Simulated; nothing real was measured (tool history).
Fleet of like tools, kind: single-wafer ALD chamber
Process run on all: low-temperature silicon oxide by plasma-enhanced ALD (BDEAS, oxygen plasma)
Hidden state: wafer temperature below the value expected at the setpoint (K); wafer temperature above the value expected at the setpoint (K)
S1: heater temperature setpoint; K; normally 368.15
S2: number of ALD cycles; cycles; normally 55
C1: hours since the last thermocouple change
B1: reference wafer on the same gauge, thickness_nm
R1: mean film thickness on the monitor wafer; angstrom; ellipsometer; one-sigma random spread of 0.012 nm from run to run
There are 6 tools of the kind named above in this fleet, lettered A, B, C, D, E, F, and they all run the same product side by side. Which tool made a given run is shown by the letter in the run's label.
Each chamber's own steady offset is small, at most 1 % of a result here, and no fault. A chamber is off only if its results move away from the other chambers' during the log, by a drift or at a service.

run	hour	S1	S2	C1	B1	R1
1E	4.6	368.15	55	1727.2	6.8597	80.546
2D	7.6	368.15	55	483.7	6.8609	80.309
3B	12.2	368.15	55	42.9	6.8631	80.533
4A	15.8	368.15	55	124.6	6.8622	79.658
# hour 17.3: chamber E: thermocouple changed; heater temperature recalibrated
5F	20.6	368.15	55	292.4	6.8655	79.375
6C	25.0	368.15	55	761.8	6.8684	80.610
7A	31.2	368.15	55	140.0	6.8661	79.627
8D	34.8	368.15	55	510.9	6.8693	80.403
9F	39.5	362.15	55	311.3	6.8678	81.204
10E	43.6	362.15	55	26.4	6.8686	82.169
11C	48.9	362.15	55	785.7	6.8684	82.570
12B	54.1	362.15	55	84.8	6.8739	82.295
13E	59.0	362.15	55	41.8	6.8734	82.150
14B	62.3	362.15	55	93.0	6.8739	82.487
15D	65.3	376.15	61	541.4	6.8734	87.010
16F	68.8	376.15	61	340.6	6.8750	86.311
17A	73.5	376.15	61	182.3	6.8739	86.260
18C	79.1	376.15	61	815.9	6.8771	87.639
19D	84.4	376.15	61	560.5	6.8775	87.240
20B	89.4	376.15	61	120.1	6.8795	87.409
21E	94.4	368.15	55	77.2	6.8801	80.441
22F	99.4	368.15	55	371.2	6.8780	79.663
23C	102.6	368.15	55	839.4	6.8790	80.800
24A	107.4	368.15	55	216.2	6.8831	79.619
25E	110.6	368.15	55	93.4	6.8825	80.720
26F	115.2	368.15	55	387.0	6.8846	79.602
27B	119.2	368.15	55	149.9	6.8841	81.039
28D	124.1	368.15	55	600.2	6.8857	80.605
29C	129.9	368.15	55	866.7	6.8891	81.019
30A	134.2	368.15	55	243.0	6.8893	79.890
31E	137.5	368.15	55	120.3	6.8896	80.472
32B	142.4	368.15	55	173.1	6.8888	81.208
33F	148.1	368.15	46	419.9	6.8910	66.610
34D	154.0	368.15	46	630.1	6.8930	67.452
35C	156.7	368.15	46	893.5	6.8939	67.699
36A	160.7	368.15	46	269.5	6.8932	66.840
37D	165.1	368.15	46	641.2	6.8927	67.453
38C	170.5	368.15	46	907.3	6.8952	67.599
39F	176.4	368.15	55	448.2	6.8970	79.837
40E	180.2	368.15	55	163.0	6.8970	80.932
41B	184.8	368.15	55	215.5	6.8974	81.130
42A	188.6	368.15	55	297.4	6.9006	79.960
43D	191.8	362.15	63	667.9	6.8992	94.429
44C	195.5	362.15	63	932.3	6.8992	94.876

All chambers now run identical settings, listed one chamber a line with results as question marks. What results will each chamber show?
45A	200.0	368.15	55			?
45B	200.0	368.15	55			?
45C	200.0	368.15	55			?
45D	200.0	368.15	55			?
45E	200.0	368.15	55			?
45F	200.0	368.15	55			?

run	R1
45A	80.030
45B	81.063
45C	81.031
45D	81.024
45E	80.693
45F	79.789
